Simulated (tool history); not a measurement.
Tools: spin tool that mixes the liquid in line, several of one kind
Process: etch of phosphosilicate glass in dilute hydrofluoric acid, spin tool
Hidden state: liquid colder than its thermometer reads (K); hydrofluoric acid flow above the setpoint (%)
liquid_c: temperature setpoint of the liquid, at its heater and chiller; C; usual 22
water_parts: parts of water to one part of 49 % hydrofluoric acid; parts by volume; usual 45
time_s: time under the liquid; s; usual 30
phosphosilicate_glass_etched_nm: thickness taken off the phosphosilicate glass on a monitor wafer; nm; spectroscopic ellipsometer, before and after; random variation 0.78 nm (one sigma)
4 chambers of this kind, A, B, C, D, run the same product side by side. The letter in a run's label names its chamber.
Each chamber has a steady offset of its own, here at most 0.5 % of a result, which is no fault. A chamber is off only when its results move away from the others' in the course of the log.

run,day,liquid_c,water_parts,time_s,hours since the thermometer was replaced,hours since the hydrofluoric acid flow meter was replaced,"read-back film thickness of the phosphosilicate glass reference wafer, read on the same gauge (nm)",phosphosilicate_glass_etched_nm
1A,0.204,22,45,30,225.9,410.7,89.971,80.765
2B,0.429,22,45,30,2035.8,449.4,89.985,80.922
3C,0.612,22,45,30,1700.1,29,90.003,80.003
4D,0.792,22,45,30,332.5,733.2,89.986,80.813
5B,1.075,22,45,30,2051.3,464.9,90.017,79.994
6C,1.225,22,45,30,1714.8,43.7,89.984,79.566
7A,1.479,22,45,30,256.5,441.3,90.051,80.057
# day 1.708: chamber A: hydrofluoric acid flow meter replaced
8D,1.804,22,45,30,356.8,757.5,89.984,82.827
9C,2.062,22,45,30,1734.9,63.8,90.026,79.037
10D,2.321,22,45,30,369.2,769.9,89.967,82.114
11B,2.558,22,45,30,2086.9,500.5,89.971,79.599
12A,2.771,22,45,30,287.5,25.6,90.041,81.528
13A,2.942,22,45,30,291.6,29.7,89.975,79.45
14C,3.162,22,45,30,1761.3,90.2,90.005,78.893
15B,3.358,22,45,30,2106.1,519.7,89.996,79.587
16D,3.658,22,25,30,401.3,802,90.037,152.61
17C,3.854,22,25,30,1777.9,106.8,89.99,146
18B,4.029,22,25,30,2122.2,535.8,90.004,145.01
19A,4.279,22,25,30,323.7,61.8,90.016,149.16
20D,4.442,22,45,30,420.1,820.8,89.996,83.913
21A,4.621,22,45,30,331.9,70,90.057,79.502
22D,4.838,22,30,45,429.6,830.3,89.978,193.53
# day 4.975: chamber B: thermometer replaced
23C,5.146,22,30,45,1808.9,137.8,90.017,182.23
24B,5.383,22,30,45,9.8,568.3,90.017,182.54
25D,5.612,22,30,45,448.2,848.9,90.029,193.51
26C,5.933,18,45,40,1827.8,156.7,89.993,89.934
27A,6.129,18,45,40,368.1,106.2,89.972,89.57
28B,6.446,18,45,40,35.3,593.8,90.003,89.834
29D,6.75,18,45,40,475.5,876.2,89.974,97.082
30B,7.008,22,45,30,48.8,607.3,90.025,80.671
31A,7.204,22,60,20,393.9,132,90.012,39.257
32C,7.442,22,60,20,1864,192.9,89.987,39.273
33A,7.767,22,60,20,407.4,145.5,89.973,39.4
34D,8.092,22,60,20,507.7,908.4,90.002,42.125
35C,8.325,22,45,30,1885.2,214.1,90.02,79.782
36B,8.579,22,45,30,86.5,645,89.985,80.439
37D,8.812,22,45,30,525,925.7,90.013,87.744
# day 9.029: chamber B: hydrofluoric acid flow meter replaced
38C,9.096,22,45,30,1903.7,232.6,90.025,79.513
39B,9.317,24.5,45,20,104.2,7,89.971,58.946
40A,9.608,24.5,45,20,451.6,189.7,89.977,59.175
41A,9.9,24.5,45,20,458.6,196.7,90.004,59.592
42D,10.042,24.5,45,20,554.5,955.2,90.007,65.622
43B,10.225,17.5,55,30,126,28.8,90.031,53.519
44C,10.446,17.5,55,30,1936.1,265,89.992,53.375

Is one chamber off against the others, does the gauge drift, or is nothing wrong? If a chamber is off, say which, and what the likeliest cause is.

Chamber D drifts away from the others.
Cause: hydrofluoric acid flow above the setpoint (%) = 10.8.
The log may not tell that from: liquid hotter than its thermometer reads (K).

Here are 4 candidates for chamber D's next run, each the usual settings with a change, their results left as question marks. Which one brings its results back in line with what the others give on the usual settings?
In line means no further than this from the other chambers' mean on the usual settings: phosphosilicate_glass_etched_nm 2.7 nm
45D-1,10.679,19.5,45,30,,,,?
45D-2,10.679,24.5,45,30,,,,?
45D-3,10.679,21,45,30,,,,?
45D-4,10.679,23,45,30,,,,?

The other chambers' mean on the usual settings: phosphosilicate_glass_etched_nm 80.006 nm
run,phosphosilicate_glass_etched_nm
45D-1,80.448
45D-2,99.385
45D-3,85.766
45D-4,93.381
45D-1 brings the chamber back in line.
